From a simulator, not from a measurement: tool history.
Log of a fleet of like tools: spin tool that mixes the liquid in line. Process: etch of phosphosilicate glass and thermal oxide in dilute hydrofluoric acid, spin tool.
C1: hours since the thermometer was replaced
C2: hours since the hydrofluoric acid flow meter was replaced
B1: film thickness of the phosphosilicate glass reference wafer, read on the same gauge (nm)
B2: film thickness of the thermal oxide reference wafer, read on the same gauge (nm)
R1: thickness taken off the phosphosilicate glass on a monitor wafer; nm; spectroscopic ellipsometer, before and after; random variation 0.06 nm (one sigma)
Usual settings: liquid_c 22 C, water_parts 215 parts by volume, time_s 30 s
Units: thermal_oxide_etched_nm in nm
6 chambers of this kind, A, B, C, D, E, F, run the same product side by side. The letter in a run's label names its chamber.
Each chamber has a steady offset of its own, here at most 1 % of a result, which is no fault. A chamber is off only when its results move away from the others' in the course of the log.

{"run": "1F", "day": 0.354, "liquid_c": 22, "water_parts": 215, "time_s": 30, "C1": 419.5, "C2": 946.4, "B1": 70.005, "B2": 90, "R1": 16.175, "thermal_oxide_etched_nm": 0.51229}
{"run": "2A", "day": 0.592, "liquid_c": 22, "water_parts": 215, "time_s": 30, "C1": 1392.3, "C2": 546, "B1": 69.981, "B2": 90.009, "R1": 16.133, "thermal_oxide_etched_nm": 0.48552}
{"run": "3B", "day": 0.888, "liquid_c": 22, "water_parts": 215, "time_s": 30, "C1": 486.7, "C2": 843.9, "B1": 69.999, "B2": 90.015, "R1": 15.983, "thermal_oxide_etched_nm": 0.54699}
{"day": 1.067, "done": "chamber C: thermometer replaced"}
{"run": "4C", "day": 1.088, "liquid_c": 22, "water_parts": 215, "time_s": 30, "C1": 0.5, "C2": 521.3, "B1": 70.013, "B2": 89.987, "R1": 15.95, "thermal_oxide_etched_nm": 0.52318}
{"day": 1.179, "done": "chamber D: hydrofluoric acid flow meter replaced"}
{"run": "5E", "day": 1.246, "liquid_c": 22, "water_parts": 215, "time_s": 30, "C1": 625.9, "C2": 414.2, "B1": 69.988, "B2": 90.014, "R1": 15.972, "thermal_oxide_etched_nm": 0.46364}
{"run": "6D", "day": 1.475, "liquid_c": 22, "water_parts": 215, "time_s": 30, "C1": 1862.8, "C2": 7.2, "B1": 69.998, "B2": 89.994, "R1": 16.021, "thermal_oxide_etched_nm": 0.47529}
{"run": "7F", "day": 1.708, "liquid_c": 27, "water_parts": 215, "time_s": 20, "C1": 452, "C2": 978.9, "B1": 70.016, "B2": 90.007, "R1": 12.717, "thermal_oxide_etched_nm": 0.40311}
{"run": "8B", "day": 1.983, "liquid_c": 27, "water_parts": 215, "time_s": 20, "C1": 513, "C2": 870.2, "B1": 70.025, "B2": 89.988, "R1": 12.804, "thermal_oxide_etched_nm": 0.43458}
{"run": "9A", "day": 2.188, "liquid_c": 27, "water_parts": 215, "time_s": 20, "C1": 1430.6, "C2": 584.3, "B1": 69.978, "B2": 89.985, "R1": 12.807, "thermal_oxide_etched_nm": 0.39547}
{"run": "10E", "day": 2.458, "liquid_c": 27, "water_parts": 215, "time_s": 20, "C1": 655, "C2": 443.3, "B1": 69.994, "B2": 89.993, "R1": 12.789, "thermal_oxide_etched_nm": 0.40317}
{"day": 2.554, "done": "chamber D: thermometer replaced"}
{"run": "11D", "day": 2.742, "liquid_c": 27, "water_parts": 215, "time_s": 20, "C1": 4.5, "C2": 37.6, "B1": 69.998, "B2": 90.001, "R1": 12.848, "thermal_oxide_etched_nm": 0.41312}
{"run": "12C", "day": 2.938, "liquid_c": 27, "water_parts": 215, "time_s": 20, "C1": 44.9, "C2": 565.7, "B1": 70.019, "B2": 90.016, "R1": 12.802, "thermal_oxide_etched_nm": 0.42322}
{"run": "13C", "day": 3.25, "liquid_c": 22, "water_parts": 215, "time_s": 30, "C1": 52.4, "C2": 573.2, "B1": 70.015, "B2": 90.013, "R1": 15.991, "thermal_oxide_etched_nm": 0.59984}
{"run": "14D", "day": 3.471, "liquid_c": 22, "water_parts": 215, "time_s": 30, "C1": 22, "C2": 55.1, "B1": 70.007, "B2": 89.99, "R1": 16.073, "thermal_oxide_etched_nm": 0.47755}
{"run": "15F", "day": 3.812, "liquid_c": 17.5, "water_parts": 215, "time_s": 15, "C1": 502.5, "C2": 1029.4, "B1": 70.033, "B2": 89.992, "R1": 6.8489, "thermal_oxide_etched_nm": 0.21213}
{"run": "16A", "day": 4.021, "liquid_c": 17.5, "water_parts": 215, "time_s": 15, "C1": 1474.6, "C2": 628.3, "B1": 70.025, "B2": 90.024, "R1": 6.7714, "thermal_oxide_etched_nm": 0.21822}
{"run": "17E", "day": 4.192, "liquid_c": 17.5, "water_parts": 215, "time_s": 15, "C1": 696.6, "C2": 484.9, "B1": 69.993, "B2": 90.019, "R1": 6.7207, "thermal_oxide_etched_nm": 0.23098}
{"run": "18B", "day": 4.392, "liquid_c": 17.5, "water_parts": 215, "time_s": 15, "C1": 570.8, "C2": 928, "B1": 69.976, "B2": 89.998, "R1": 6.686, "thermal_oxide_etched_nm": 0.22243}
{"run": "19F", "day": 4.738, "liquid_c": 17.5, "water_parts": 215, "time_s": 15, "C1": 524.7, "C2": 1051.6, "B1": 70.008, "B2": 89.999, "R1": 6.7756, "thermal_oxide_etched_nm": 0.23133}
{"run": "20A", "day": 4.912, "liquid_c": 17.5, "water_parts": 215, "time_s": 15, "C1": 1496, "C2": 649.7, "B1": 70.014, "B2": 90.01, "R1": 6.7069, "thermal_oxide_etched_nm": 0.24037}
{"run": "21C", "day": 5.242, "liquid_c": 22, "water_parts": 215, "time_s": 30, "C1": 100.2, "C2": 621, "B1": 70.009, "B2": 89.988, "R1": 15.947, "thermal_oxide_etched_nm": 0.54303}
{"run": "22D", "day": 5.479, "liquid_c": 22, "water_parts": 215, "time_s": 30, "C1": 70.2, "C2": 103.3, "B1": 70.033, "B2": 89.974, "R1": 16.15, "thermal_oxide_etched_nm": 0.58352}
{"run": "23B", "day": 5.783, "liquid_c": 22, "water_parts": 215, "time_s": 30, "C1": 604.2, "C2": 961.4, "B1": 70.015, "B2": 89.997, "R1": 15.97, "thermal_oxide_etched_nm": 0.48993}
{"run": "24E", "day": 5.962, "liquid_c": 22, "water_parts": 215, "time_s": 30, "C1": 739.1, "C2": 527.4, "B1": 70.025, "B2": 89.988, "R1": 15.951, "thermal_oxide_etched_nm": 0.5521}
{"run": "25A", "day": 6.267, "liquid_c": 22, "water_parts": 215, "time_s": 30, "C1": 1528.5, "C2": 682.2, "B1": 70.007, "B2": 89.998, "R1": 16.179, "thermal_oxide_etched_nm": 0.49593}
{"run": "26B", "day": 6.529, "liquid_c": 22, "water_parts": 215, "time_s": 30, "C1": 622.1, "C2": 979.3, "B1": 69.953, "B2": 89.99, "R1": 16.077, "thermal_oxide_etched_nm": 0.55178}
{"run": "27F", "day": 6.833, "liquid_c": 19, "water_parts": 215, "time_s": 30, "C1": 575, "C2": 1101.9, "B1": 70.009, "B2": 89.987, "R1": 14.437, "thermal_oxide_etched_nm": 0.42056}
{"day": 6.904, "done": "chamber C: hydrofluoric acid flow meter replaced"}
{"run": "28E", "day": 7.083, "liquid_c": 19, "water_parts": 215, "time_s": 30, "C1": 766, "C2": 554.3, "B1": 69.971, "B2": 90.003, "R1": 14.25, "thermal_oxide_etched_nm": 0.47483}
{"day": 7.321, "done": "chamber A: hydrofluoric acid flow meter replaced"}
{"run": "29C", "day": 7.4, "liquid_c": 19, "water_parts": 215, "time_s": 30, "C1": 152, "C2": 11.9, "B1": 70.002, "B2": 90.002, "R1": 14.32, "thermal_oxide_etched_nm": 0.50122}
{"run": "30D", "day": 7.725, "liquid_c": 19, "water_parts": 215, "time_s": 30, "C1": 124.1, "C2": 157.2, "B1": 70.021, "B2": 90.01, "R1": 14.331, "thermal_oxide_etched_nm": 0.42199}
{"run": "31B", "day": 7.971, "liquid_c": 19, "water_parts": 215, "time_s": 30, "C1": 656.7, "C2": 1013.9, "B1": 69.999, "B2": 89.99, "R1": 14.219, "thermal_oxide_etched_nm": 0.53333}
{"run": "32C", "day": 8.192, "liquid_c": 19, "water_parts": 215, "time_s": 30, "C1": 171, "C2": 30.9, "B1": 70.017, "B2": 90.015, "R1": 14.18, "thermal_oxide_etched_nm": 0.46032}
{"run": "33E", "day": 8.504, "liquid_c": 22, "water_parts": 215, "time_s": 30, "C1": 800.1, "C2": 588.4, "B1": 70.023, "B2": 89.988, "R1": 15.761, "thermal_oxide_etched_nm": 0.4961}
{"run": "34D", "day": 8.746, "liquid_c": 22, "water_parts": 215, "time_s": 30, "C1": 148.6, "C2": 181.7, "B1": 69.987, "B2": 90.014, "R1": 16.095, "thermal_oxide_etched_nm": 0.5279}
{"run": "35F", "day": 9.046, "liquid_c": 22, "water_parts": 215, "time_s": 30, "C1": 628.1, "C2": 1155, "B1": 69.985, "B2": 89.977, "R1": 16.079, "thermal_oxide_etched_nm": 0.53292}
{"run": "36A", "day": 9.258, "liquid_c": 22, "water_parts": 215, "time_s": 30, "C1": 1600.3, "C2": 46.5, "B1": 70.013, "B2": 89.989, "R1": 16.095, "thermal_oxide_etched_nm": 0.52102}
{"run": "37D", "day": 9.533, "liquid_c": 22, "water_parts": 215, "time_s": 30, "C1": 167.5, "C2": 200.6, "B1": 69.959, "B2": 89.982, "R1": 16.015, "thermal_oxide_etched_nm": 0.46877}
{"run": "38A", "day": 9.854, "liquid_c": 22, "water_parts": 215, "time_s": 30, "C1": 1614.6, "C2": 60.8, "B1": 70.012, "B2": 90.032, "R1": 16.122, "thermal_oxide_etched_nm": 0.56089}
{"run": "39E", "day": 10.058, "liquid_c": 25.5, "water_parts": 215, "time_s": 30, "C1": 837.4, "C2": 625.7, "B1": 69.99, "B2": 90.012, "R1": 18.044, "thermal_oxide_etched_nm": 0.62726}
{"run": "40C", "day": 10.312, "liquid_c": 25.5, "water_parts": 215, "time_s": 30, "C1": 221.9, "C2": 81.8, "B1": 69.975, "B2": 89.986, "R1": 18.123, "thermal_oxide_etched_nm": 0.62867}
{"run": "41B", "day": 10.479, "liquid_c": 25.5, "water_parts": 215, "time_s": 30, "C1": 716.9, "C2": 1074.1, "B1": 70.014, "B2": 89.988, "R1": 18.154, "thermal_oxide_etched_nm": 0.60764}

What goes on in this fleet: one chamber off, a drifting gauge, or nothing beyond the chambers' own small offsets? Name the chamber and the cause, if any.

No chamber stands off beyond its own small offset, and the gauge holds steady.
